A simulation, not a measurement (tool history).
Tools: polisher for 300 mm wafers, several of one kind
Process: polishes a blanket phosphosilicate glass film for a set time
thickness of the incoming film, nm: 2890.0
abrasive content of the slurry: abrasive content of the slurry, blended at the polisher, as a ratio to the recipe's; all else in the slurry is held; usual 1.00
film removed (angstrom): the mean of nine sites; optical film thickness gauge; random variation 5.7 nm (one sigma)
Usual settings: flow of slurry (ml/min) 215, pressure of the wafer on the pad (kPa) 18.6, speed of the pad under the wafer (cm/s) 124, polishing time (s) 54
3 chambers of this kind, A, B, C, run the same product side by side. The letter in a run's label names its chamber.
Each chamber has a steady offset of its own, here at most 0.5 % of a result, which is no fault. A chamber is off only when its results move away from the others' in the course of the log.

run	hour	flow of slurry (ml/min)	pressure of the wafer on the pad (kPa)	speed of the pad under the wafer (cm/s)	abrasive content of the slurry	polishing time (s)	film removed (angstrom)
# hour 0.4: chamber C: head pressure recalibrated
# hour 1.7: chamber B: worn pad replaced by a new one
1A	8.1	215	18.6	124	1.00	54	5046.6
2C	16.5	215	18.6	124	1.00	54	5016.9
3B	29.0	215	18.6	124	1.00	54	4960.1
4C	41.7	215	18.6	124	1.00	54	5115.0
# hour 42.7: chamber C: worn pad replaced by a new one
5B	53.5	215	18.6	124	1.00	54	5049.6
6A	62.3	215	18.6	124	1.00	54	5103.6
7C	74.1	215	18.6	106	1.15	54	4769.8
8B	79.8	215	18.6	106	1.15	54	4743.0
9A	85.7	215	18.6	106	1.15	54	4650.4
10B	96.1	215	18.6	124	1.00	54	5012.7
# hour 97.5: chamber B: worn pad replaced by a new one
# hour 99.1: chamber A: slurry blender recalibrated
11C	106.0	215	18.6	124	1.00	54	5089.1
# hour 112.4: chamber C: worn pad replaced by a new one
12A	113.3	215	18.6	124	1.00	54	5044.1
13A	123.5	215	18.6	124	1.00	54	4997.9
# hour 133.2: chamber C: slurry blender recalibrated
14C	134.4	215	18.6	124	1.00	54	5132.1
# hour 138.9: chamber C: conditioning disc replaced and pad reconditioned
15B	141.4	215	18.6	124	1.00	54	5077.9
16C	147.2	215	18.6	124	1.00	54	5041.8
# hour 151.6: chamber A: conditioning disc replaced and pad reconditioned
17A	157.8	215	18.6	124	1.00	54	4838.0
18B	167.2	215	18.6	124	1.00	54	4960.4
# hour 173.3: chamber C: worn pad replaced by a new one
19A	175.0	215	18.6	124	1.20	54	5321.6
20B	185.3	215	18.6	124	1.20	54	5460.7
21C	192.8	215	18.6	124	1.20	54	5637.5
# hour 194.3: chamber B: worn pad replaced by a new one
22C	200.8	215	18.6	124	1.00	54	5147.6
# hour 202.1: chamber B: head pressure recalibrated
23A	212.9	215	18.6	124	1.00	54	4736.6
24B	220.1	215	18.6	124	1.00	54	4954.7
# hour 227.1: chamber A: slurry nozzle cleaned
25A	229.9	215	18.6	124	1.00	54	4821.0
# hour 234.9: chamber C: worn pad replaced by a new one
26C	236.2	215	18.6	124	1.00	54	5115.9
27B	245.6	215	18.6	124	1.00	54	5009.3
28C	251.8	215	18.6	124	0.75	68	5652.1
29A	260.1	215	18.6	124	0.75	68	5233.9
30B	267.0	215	18.6	124	0.75	68	5457.4

Is one chamber off against the others, does the gauge drift, or is nothing wrong? If a chamber is off, say which, and what the likeliest cause is.

Chamber A drifts away from the others.
Cause: removal rate lost through wear of the pad, % = 6.49.
The log may not tell that from: head's pressure below its setpoint, %.

Here are 4 candidates for chamber A's next run, each the usual settings with a change, their results left as question marks. Which one brings its results back in line with what the others give on the usual settings?
In line means no further than this from the other chambers' mean on the usual settings: film removed (angstrom) 200.0
31A-1	276.1	215	19.3	130	1.00	57	?
31A-2	276.1	215	19.3	126	1.00	55	?
31A-3	276.1	215	17.9	120	1.00	51	?
31A-4	276.1	215	18.6	124	1.00	51	?

The other chambers' mean on the usual settings: film removed (angstrom) 5050.7
run	film removed (angstrom)
31A-1	5398.8
31A-2	5082.3
31A-3	4205.9
31A-4	4484.9
31A-2 brings the chamber back in line.
